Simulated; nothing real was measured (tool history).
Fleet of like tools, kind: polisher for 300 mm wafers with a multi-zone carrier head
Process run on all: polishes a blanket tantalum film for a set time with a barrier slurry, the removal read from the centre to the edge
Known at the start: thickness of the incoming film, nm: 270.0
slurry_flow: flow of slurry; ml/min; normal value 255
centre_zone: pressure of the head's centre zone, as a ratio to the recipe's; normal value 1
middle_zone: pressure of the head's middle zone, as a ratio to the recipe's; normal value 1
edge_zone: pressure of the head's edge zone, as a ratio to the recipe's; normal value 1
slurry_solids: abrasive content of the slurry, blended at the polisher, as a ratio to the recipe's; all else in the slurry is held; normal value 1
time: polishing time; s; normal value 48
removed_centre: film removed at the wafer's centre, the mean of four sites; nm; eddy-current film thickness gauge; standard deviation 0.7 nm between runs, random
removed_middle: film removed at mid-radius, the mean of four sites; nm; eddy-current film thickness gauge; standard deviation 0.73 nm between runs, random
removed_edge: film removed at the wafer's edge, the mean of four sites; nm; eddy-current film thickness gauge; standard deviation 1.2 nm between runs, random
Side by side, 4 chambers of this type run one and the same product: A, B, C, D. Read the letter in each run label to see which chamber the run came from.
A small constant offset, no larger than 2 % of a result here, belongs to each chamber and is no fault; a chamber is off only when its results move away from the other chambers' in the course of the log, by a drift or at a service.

run,hour,slurry_flow,centre_zone,middle_zone,edge_zone,slurry_solids,time,removed_centre,removed_middle,removed_edge
# hour 2.9: chamber D: worn pad replaced by a new one
1C,13.5,255,1,1,1,1,48,95.043,95.996,96.26
2A,21.5,255,1,1,1,1,48,96.226,95.224,93.038
3B,29,255,1,1,1,1,48,94.624,94.977,96.401
4D,40.5,255,1,1,1,1,48,95.89,96.225,95.269
5B,51.7,255,1,1,1,1,48,95.49,96.212,95.575
6D,58.7,255,1.07,1,1,1,58,126.4,115.07,115.6
7C,66,255,1.07,1,1,1,58,121.55,114.11,115.53
8A,82.1,255,1.07,1,1,1,58,123.55,114.72,113.62
9A,89.4,255,1.07,1,1,1,58,124.91,114.89,112.22
# hour 96: chamber A: worn pad replaced by a new one
10D,105.4,255,1,1,1,1,48,95.758,97.067,97.353
# hour 115.6: chamber B: worn pad replaced by a new one
11C,117.1,255,1,1,1,1,48,94.182,94.214,94.711
# hour 122.7: chamber B: centre zone pressure recalibrated
# hour 128.5: chamber A: slurry nozzle cleaned
12B,130,255,1,1,1,1,48,95.622,96.374,96.617
13D,145.6,255,1,1.11,1,1.15,48,99.879,109.83,98.658
14A,153.4,255,1,1.11,1,1.15,48,99.075,109.79,100.34
15B,165.1,255,1,1.11,1,1.15,48,98.575,108.9,100.72
16C,174,255,1,1.11,1,1.15,48,95.999,107.53,96.844
17A,182.7,255,1,1,1,1,48,96.443,94.819,94.868
# hour 188.9: chamber B: edge zone pressure recalibrated
18D,192.4,255,1,1,1,1,48,96.723,95.227,95.466
# hour 196.5: chamber D: worn pad replaced by a new one
19C,206.3,255,1,1,1,1,48,92.975,93.769,95.24
20B,220.6,255,1,1,1,1,48,94.072,95.585,95.426
21B,235.8,255,1,1,1,1,48,95.917,95.343,94.315
# hour 244: chamber D: slurry nozzle cleaned
22A,244.1,255,1,1,1,1,48,94.649,96.022,94.169
# hour 247: chamber A: worn pad replaced by a new one
23C,257.9,255,1,1,1,1,48,92.037,93.198,92.138
# hour 270.4: chamber B: worn pad replaced by a new one
# hour 272.7: chamber C: slurry nozzle cleaned
24D,272.8,255,1,1,1,1,48,95.816,96.891,95.069
25C,281.5,255,1,1,1,1,48,90.697,92.032,92.184
26D,290.7,255,1,1,1.09,1,64,126.46,128.83,130.27
27A,304.6,255,1,1,1.09,1,64,126.97,125.86,132.39
28B,314.6,255,1,1,1.09,1,64,127.07,126.45,132.54

The same settings go to every chamber for the next run, one line per chamber below. Forecast the results for each:
29A,326.2,255,1,0.9,1,1,48,?,?,?
29B,326.2,255,1,0.9,1,1,48,?,?,?
29C,326.2,255,1,0.9,1,1,48,?,?,?
29D,326.2,255,1,0.9,1,1,48,?,?,?

run,removed_centre,removed_middle,removed_edge
29A,96.135,86.119,94.196
29B,93.501,86.754,93.52
29C,90.055,83.245,92.029
29D,95.744,86.1,95.714
